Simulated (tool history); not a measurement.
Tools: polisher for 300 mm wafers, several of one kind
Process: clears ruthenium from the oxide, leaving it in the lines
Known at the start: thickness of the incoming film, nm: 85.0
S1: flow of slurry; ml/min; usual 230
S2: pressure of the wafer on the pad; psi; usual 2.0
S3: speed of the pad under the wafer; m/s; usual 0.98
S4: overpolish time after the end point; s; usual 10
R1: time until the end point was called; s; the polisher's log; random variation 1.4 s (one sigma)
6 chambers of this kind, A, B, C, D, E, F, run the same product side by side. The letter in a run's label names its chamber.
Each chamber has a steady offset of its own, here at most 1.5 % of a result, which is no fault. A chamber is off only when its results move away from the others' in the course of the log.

-- hour=9.5 chamber D: slurry nozzle cleaned
-- hour=13.1 chamber D: head pressure recalibrated
run 1A hour=13.7 | S1=230 S2=2.0 S3=0.98 S4=10 | R1=91.456
run 2E hour=23.0 | S1=230 S2=2.0 S3=0.98 S4=10 | R1=87.229
-- hour=32.5 chamber C: head pressure recalibrated
run 3C hour=36.8 | S1=230 S2=2.0 S3=0.98 S4=10 | R1=89.579
-- hour=47.7 chamber C: slurry nozzle cleaned
run 4D hour=51.6 | S1=230 S2=2.0 S3=0.98 S4=10 | R1=91.344
run 5B hour=67.4 | S1=230 S2=2.0 S3=0.98 S4=10 | R1=87.822
-- hour=72.5 chamber D: worn pad replaced by a new one
run 6F hour=81.5 | S1=230 S2=2.0 S3=0.98 S4=10 | R1=87.435
-- hour=93.6 chamber A: worn pad replaced by a new one
run 7F hour=95.5 | S1=230 S2=2.0 S3=0.98 S4=10 | R1=89.400
-- hour=102.0 chamber B: worn pad replaced by a new one
run 8D hour=107.5 | S1=230 S2=2.0 S3=0.98 S4=10 | R1=90.362
-- hour=121.0 chamber F: worn pad replaced by a new one
-- hour=121.8 chamber E: worn pad replaced by a new one
run 9A hour=123.2 | S1=230 S2=2.0 S3=0.98 S4=10 | R1=90.524
run 10B hour=138.0 | S1=230 S2=2.0 S3=0.98 S4=10 | R1=88.101
run 11C hour=150.5 | S1=230 S2=2.0 S3=0.98 S4=10 | R1=89.390
-- hour=155.8 chamber F: head pressure recalibrated
run 12E hour=159.1 | S1=230 S2=2.0 S3=0.98 S4=10 | R1=89.578
run 13C hour=168.7 | S1=230 S2=2.0 S3=0.98 S4=10 | R1=89.735
run 14E hour=184.4 | S1=230 S2=2.0 S3=0.98 S4=12 | R1=88.800
run 15F hour=200.0 | S1=230 S2=2.0 S3=0.98 S4=12 | R1=89.206
-- hour=207.3 chamber E: head pressure recalibrated
run 16A hour=208.2 | S1=230 S2=2.0 S3=0.98 S4=12 | R1=86.971
-- hour=213.7 chamber B: worn pad replaced by a new one
run 17B hour=219.7 | S1=230 S2=2.0 S3=0.98 S4=12 | R1=88.422
-- hour=225.5 chamber E: worn pad replaced by a new one
run 18D hour=227.9 | S1=230 S2=2.0 S3=0.98 S4=12 | R1=87.888
run 19D hour=242.2 | S1=230 S2=2.0 S3=0.98 S4=12 | R1=89.592
-- hour=246.9 chamber A: head pressure recalibrated
run 20A hour=253.5 | S1=230 S2=2.0 S3=0.98 S4=10 | R1=90.850
run 21F hour=268.8 | S1=230 S2=2.0 S3=0.98 S4=10 | R1=90.115
-- hour=277.8 chamber D: slurry nozzle cleaned
-- hour=278.4 chamber A: slurry nozzle cleaned
run 22E hour=278.4 | S1=230 S2=2.0 S3=0.98 S4=10 | R1=90.833
run 23B hour=289.5 | S1=230 S2=2.0 S3=0.98 S4=10 | R1=89.292
-- hour=290.8 chamber C: slurry nozzle cleaned
run 24C hour=298.0 | S1=230 S2=2.6 S3=0.98 S4=5 | R1=72.227
run 25F hour=306.5 | S1=230 S2=2.6 S3=0.98 S4=5 | R1=69.573
run 26E hour=313.8 | S1=230 S2=2.6 S3=0.98 S4=5 | R1=70.725
-- hour=317.0 chamber D: worn pad replaced by a new one
run 27A hour=321.2 | S1=230 S2=2.6 S3=0.98 S4=5 | R1=67.027
run 28D hour=333.8 | S1=230 S2=2.6 S3=0.98 S4=5 | R1=69.877
-- hour=334.4 chamber B: worn pad replaced by a new one
-- hour=338.4 chamber F: worn pad replaced by a new one
run 29C hour=349.8 | S1=230 S2=2.6 S3=0.98 S4=5 | R1=72.075
-- hour=356.4 chamber E: worn pad replaced by a new one
run 30B hour=365.9 | S1=230 S2=2.0 S3=0.98 S4=10 | R1=89.286
-- hour=372.3 chamber A: worn pad replaced by a new one
run 31D hour=377.1 | S1=230 S2=2.0 S3=0.98 S4=10 | R1=90.930
run 32B hour=392.0 | S1=230 S2=2.0 S3=1.30 S4=14 | R1=67.259
run 33E hour=405.7 | S1=230 S2=2.0 S3=1.30 S4=14 | R1=67.319
-- hour=414.5 chamber D: head pressure recalibrated
run 34A hour=416.6 | S1=230 S2=2.0 S3=1.30 S4=14 | R1=68.229
run 35F hour=426.6 | S1=230 S2=2.0 S3=1.30 S4=14 | R1=66.640
run 36C hour=437.4 | S1=230 S2=2.0 S3=1.30 S4=14 | R1=75.569
-- hour=437.7 chamber B: worn pad replaced by a new one
-- hour=439.7 chamber B: slurry nozzle cleaned
run 37A hour=446.1 | S1=230 S2=2.0 S3=1.30 S4=14 | R1=69.084
run 38E hour=458.1 | S1=230 S2=2.0 S3=0.98 S4=10 | R1=91.621
run 39D hour=466.6 | S1=230 S2=2.0 S3=0.98 S4=10 | R1=89.307
run 40B hour=476.2 | S1=230 S2=2.0 S3=0.98 S4=10 | R1=85.790

Is one chamber off against the others, does the gauge drift, or is nothing wrong? If a chamber is off, say which, and what the likeliest cause is.

Chamber C drifts away from the others.
Cause: removal rate lost through wear of the pad, % = 9.33.
The log may not tell that from: head's pressure below its setpoint, %.

Here are 4 candidates for chamber C's next run, each the usual settings with a change, their results left as question marks. Which one brings its results back in line with what the others give on the usual settings?
In line means no further than this from the other chambers' mean on the usual settings: R1 4.900 s
run 41C-1 hour=488.0 | S1=230 S2=2.1 S3=1.02 S4=10 | R1=?
run 41C-2 hour=488.0 | S1=235 S2=2.2 S3=1.08 S4=10 | R1=?
run 41C-3 hour=488.0 | S1=225 S2=1.8 S3=0.88 S4=10 | R1=?
run 41C-4 hour=488.0 | S1=225 S2=2.0 S3=0.88 S4=10 | R1=?

The other chambers' mean on the usual settings: R1 89.497 s
run=41C-1 R1=90.017
run=41C-2 R1=80.940
run=41C-3 R1=122.030
run=41C-4 R1=110.010
41C-1 brings the chamber back in line.
